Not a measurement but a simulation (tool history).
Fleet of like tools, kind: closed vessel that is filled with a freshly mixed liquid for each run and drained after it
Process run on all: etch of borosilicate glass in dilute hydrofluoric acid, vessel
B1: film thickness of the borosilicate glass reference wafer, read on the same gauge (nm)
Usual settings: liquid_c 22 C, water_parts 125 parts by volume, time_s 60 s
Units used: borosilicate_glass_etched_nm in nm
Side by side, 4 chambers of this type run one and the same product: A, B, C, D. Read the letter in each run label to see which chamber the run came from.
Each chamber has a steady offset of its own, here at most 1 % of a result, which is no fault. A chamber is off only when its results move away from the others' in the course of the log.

Run 1C, hour 4.7: usual settings; B1 120.01. Result: borosilicate_glass_etched_nm 13.125 nm.
Run 2B, hour 9.8: usual settings; B1 120. Result: borosilicate_glass_etched_nm 13.192 nm.
Run 3A, hour 14.1: usual settings; B1 120. Result: borosilicate_glass_etched_nm 12.796 nm.
Run 4D, hour 19.2: usual settings; B1 120.01. Result: borosilicate_glass_etched_nm 12.848 nm.
Run 5C, hour 24.5: usual settings; B1 119.99. Result: borosilicate_glass_etched_nm 12.983 nm.
Run 6B, hour 28.9: usual settings; B1 120. Result: borosilicate_glass_etched_nm 13.106 nm.
Run 7A, hour 33.5: usual settings; B1 120. Result: borosilicate_glass_etched_nm 12.998 nm.
Run 8D, hour 37.5: usual settings; B1 119.99. Result: borosilicate_glass_etched_nm 12.827 nm.
Run 9C, hour 42.4: usual settings; B1 119.99. Result: borosilicate_glass_etched_nm 12.926 nm.
Run 10B, hour 45.9: usual settings; B1 120. Result: borosilicate_glass_etched_nm 13.285 nm.
Run 11A, hour 49.2: usual settings but water_parts 85 parts by volume; B1 120.02. Result: borosilicate_glass_etched_nm 19.955 nm.
Run 12D, hour 52.9: usual settings but water_parts 85 parts by volume; B1 120.02. Result: borosilicate_glass_etched_nm 19.822 nm.
Run 13C, hour 56.8: usual settings but water_parts 85 parts by volume; B1 120.02. Result: borosilicate_glass_etched_nm 20.47 nm.
Run 14A, hour 62.1: usual settings but water_parts 85 parts by volume; B1 120. Result: borosilicate_glass_etched_nm 19.7 nm.
Run 15D, hour 65.2: usual settings; B1 119.99. Result: borosilicate_glass_etched_nm 12.999 nm.
Run 16B, hour 69.8: usual settings; B1 119.99. Result: borosilicate_glass_etched_nm 13.171 nm.
Run 17D, hour 76.1: usual settings; B1 119.99. Result: borosilicate_glass_etched_nm 12.823 nm.
Run 18C, hour 82.3: usual settings; B1 120.01. Result: borosilicate_glass_etched_nm 13.102 nm.
Run 19A, hour 88.7: usual settings; B1 120.01. Result: borosilicate_glass_etched_nm 12.402 nm.
Run 20B, hour 94.6: usual settings; B1 120. Result: borosilicate_glass_etched_nm 13.236 nm.
Run 21A, hour 100.4: usual settings but liquid_c 26.5 C, water_parts 70 parts by volume; B1 120.02. Result: borosilicate_glass_etched_nm 28.067 nm.
Run 22B, hour 105.4: usual settings but liquid_c 26.5 C, water_parts 70 parts by volume; B1 119.99. Result: borosilicate_glass_etched_nm 30.352 nm.
Run 23C, hour 110.4: usual settings but liquid_c 26.5 C, water_parts 70 parts by volume; B1 120.01. Result: borosilicate_glass_etched_nm 30.057 nm.
Run 24D, hour 113.6: usual settings but liquid_c 26.5 C, water_parts 70 parts by volume; B1 120. Result: borosilicate_glass_etched_nm 29.898 nm.
Run 25B, hour 118.2: usual settings; B1 119.99. Result: borosilicate_glass_etched_nm 13.174 nm.
Run 26D, hour 121.2: usual settings; B1 119.98. Result: borosilicate_glass_etched_nm 12.992 nm.
Run 27C, hour 124.4: usual settings but liquid_c 25 C; B1 120. Result: borosilicate_glass_etched_nm 14.639 nm.
Run 28A, hour 128.7: usual settings but liquid_c 25 C; B1 120. Result: borosilicate_glass_etched_nm 13.087 nm.
Run 29B, hour 131.9: usual settings but liquid_c 25 C; B1 120. Result: borosilicate_glass_etched_nm 14.849 nm.
Run 30A, hour 138.2: usual settings but liquid_c 25 C; B1 120.01. Result: borosilicate_glass_etched_nm 13.08 nm.

Decide between three cases: one chamber stands off from its peers, the gauge reading all wafers drifts, or nothing is wrong past each chamber's small offset. Where a chamber is off, say which and what most likely put it there.

It is chamber A that slowly wanders off from its peers.
Most likely cause: hydrofluoric acid flow below the setpoint (%) = 9.73.
From this log alone, it may not be told apart from: liquid colder than its thermometer reads (K).

Here are 4 candidates for chamber A's next run, each the usual settings with a change, their results left as question marks. Which one brings its results back in line with what the others give on the usual settings?
Maximum distance from the other chambers' mean on the usual settings for a result to count as in line: borosilicate_glass_etched_nm 0.45 nm
Run 31A-1, hour 143: usual settings but water_parts 115 parts by volume, time_s 65 s. Result: borosilicate_glass_etched_nm ?.
Run 31A-2, hour 143: usual settings but water_parts 135 parts by volume, time_s 55 s. Result: borosilicate_glass_etched_nm ?.
Run 31A-3, hour 143: usual settings but water_parts 130 parts by volume, time_s 55 s. Result: borosilicate_glass_etched_nm ?.
Run 31A-4, hour 143: usual settings but water_parts 120 parts by volume, time_s 65 s. Result: borosilicate_glass_etched_nm ?.

Mean of the other chambers on the usual settings: borosilicate_glass_etched_nm 13.061 nm
  run  borosilicate_glass_etched_nm
31A-1                        13.905
31A-2                        9.7629
31A-3                        10.204
31A-4                        13.236
31A-4 is the one that brings the chamber's results back in line with the other chambers.
